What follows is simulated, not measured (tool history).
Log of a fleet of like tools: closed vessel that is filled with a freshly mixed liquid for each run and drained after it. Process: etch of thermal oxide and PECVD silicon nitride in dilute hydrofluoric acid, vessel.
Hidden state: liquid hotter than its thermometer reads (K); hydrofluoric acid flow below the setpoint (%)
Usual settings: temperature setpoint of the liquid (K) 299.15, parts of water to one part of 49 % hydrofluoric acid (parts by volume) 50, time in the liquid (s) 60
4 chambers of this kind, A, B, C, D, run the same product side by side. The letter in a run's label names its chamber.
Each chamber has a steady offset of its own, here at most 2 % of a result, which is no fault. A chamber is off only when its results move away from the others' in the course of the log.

run	day	temperature setpoint of the liquid (K)	parts of water to one part of 49 % hydrofluoric acid (parts by volume)	time in the liquid (s)	hours since the thermometer was replaced	hours since the hydrofluoric acid flow meter was replaced	read-back film thickness of the thermal oxide reference wafer, read on the same gauge (nm)	read-back film thickness of the PECVD silicon nitride reference wafer, read on the same gauge (nm)	thickness taken off the thermal oxide on a monitor wafer (angstrom)	thickness taken off the PECVD silicon nitride on a monitor wafer (angstrom)
1A	0.512	299.15	50	60	774	974.5	100.01	139.99	68.54	33.951
2C	0.971	299.15	50	60	1014.6	1117.4	99.993	140	66.732	33.177
3B	1.238	299.15	50	60	56.5	498.6	99.984	140.01	66.707	33.003
4D	1.612	299.15	50	60	1001.2	410.4	99.997	139.99	67.651	33.519
5D	2.15	299.15	50	60	1014.1	423.3	100.01	139.99	67.05	33.838
6A	2.554	299.15	50	60	823	1023.5	100	140	68.156	33.21
7B	2.904	299.15	50	60	96.5	538.6	100.02	140	67.824	33.278
8C	3.167	299.15	50	60	1067.3	1170.1	99.995	139.99	66.459	33.137
9A	3.5	299.15	50	60	845.7	1046.2	100.01	140.01	67.437	33.371
10B	3.825	299.15	50	60	118.6	560.7	100	140	67.439	33.152
11C	4.117	299.15	50	60	1090.1	1192.9	99.996	140	66.035	33.853
12D	4.438	299.15	50	60	1069	478.2	99.997	139.99	67.38	33.123
13A	4.842	299.15	50	60	877.9	1078.4	99.991	140.01	67.721	32.911
14C	5.129	299.15	50	60	1114.4	1217.2	99.997	140	66.478	33.188
15D	5.417	299.15	50	60	1092.5	501.7	100.02	140.01	66.997	33.588
16B	5.896	299.15	60	45	168.3	610.4	100.01	140.01	40.565	20.714
17A	6.392	299.15	60	45	915.1	1115.6	99.994	139.99	41.495	21.115
18C	6.858	299.15	60	45	1155.9	1258.7	100.03	140.01	40.791	20.9
19B	7.104	299.15	60	45	197.3	639.4	100	140	41.226	20.66
20D	7.579	299.15	50	60	1144.4	553.6	99.994	140	66.503	33.182
21B	8.017	299.15	50	60	219.2	661.3	100	139.98	66.186	33.541
22D	8.517	299.15	50	60	1166.9	576.1	100.01	140	66.884	33.519
# day 9.058: chamber B: hydrofluoric acid flow meter replaced
23C	9.058	299.15	50	60	1208.7	1311.5	100.01	139.99	66.464	33.466
24A	9.417	299.15	50	60	987.7	1188.2	99.991	140	68.005	33.855
25B	9.938	299.15	50	60	265.3	21.1	100.04	139.99	67.947	33.051
26D	10.267	299.15	50	60	1208.9	618.1	100.01	139.99	66.435	33.81
27C	10.55	299.15	50	60	1244.5	1347.3	99.994	139.99	66.773	32.913
# day 10.808: chamber D: hydrofluoric acid flow meter replaced
28A	10.842	299.15	50	60	1021.9	1222.4	100.01	140.01	67.306	33.004
29B	11.267	299.15	50	60	297.2	53	100.01	140.01	66.103	33.213
30D	11.725	299.15	50	60	1243.9	22.1	99.972	140.01	65.86	33.691
31C	12.079	299.15	50	60	1281.2	1384	100.02	140.01	66.446	33.675
32A	12.392	299.15	50	60	1059.1	1259.6	99.989	140.01	69.039	33.403
33B	12.938	299.15	50	60	337.3	93.1	99.996	139.99	67.19	33.182
34D	13.229	299.15	50	60	1280	58.2	99.99	140	66.251	33.218

Next, every chamber runs the same settings. What will each give?
35A	13.629	299.15	50	60					?	?
35B	13.629	299.15	50	60					?	?
35C	13.629	299.15	50	60					?	?
35D	13.629	299.15	50	60					?	?

run	thickness taken off the thermal oxide on a monitor wafer (angstrom)	thickness taken off the PECVD silicon nitride on a monitor wafer (angstrom)
35A	68.97	33.388
35B	66.846	32.837
35C	66.685	33.818
35D	67.921	33.419

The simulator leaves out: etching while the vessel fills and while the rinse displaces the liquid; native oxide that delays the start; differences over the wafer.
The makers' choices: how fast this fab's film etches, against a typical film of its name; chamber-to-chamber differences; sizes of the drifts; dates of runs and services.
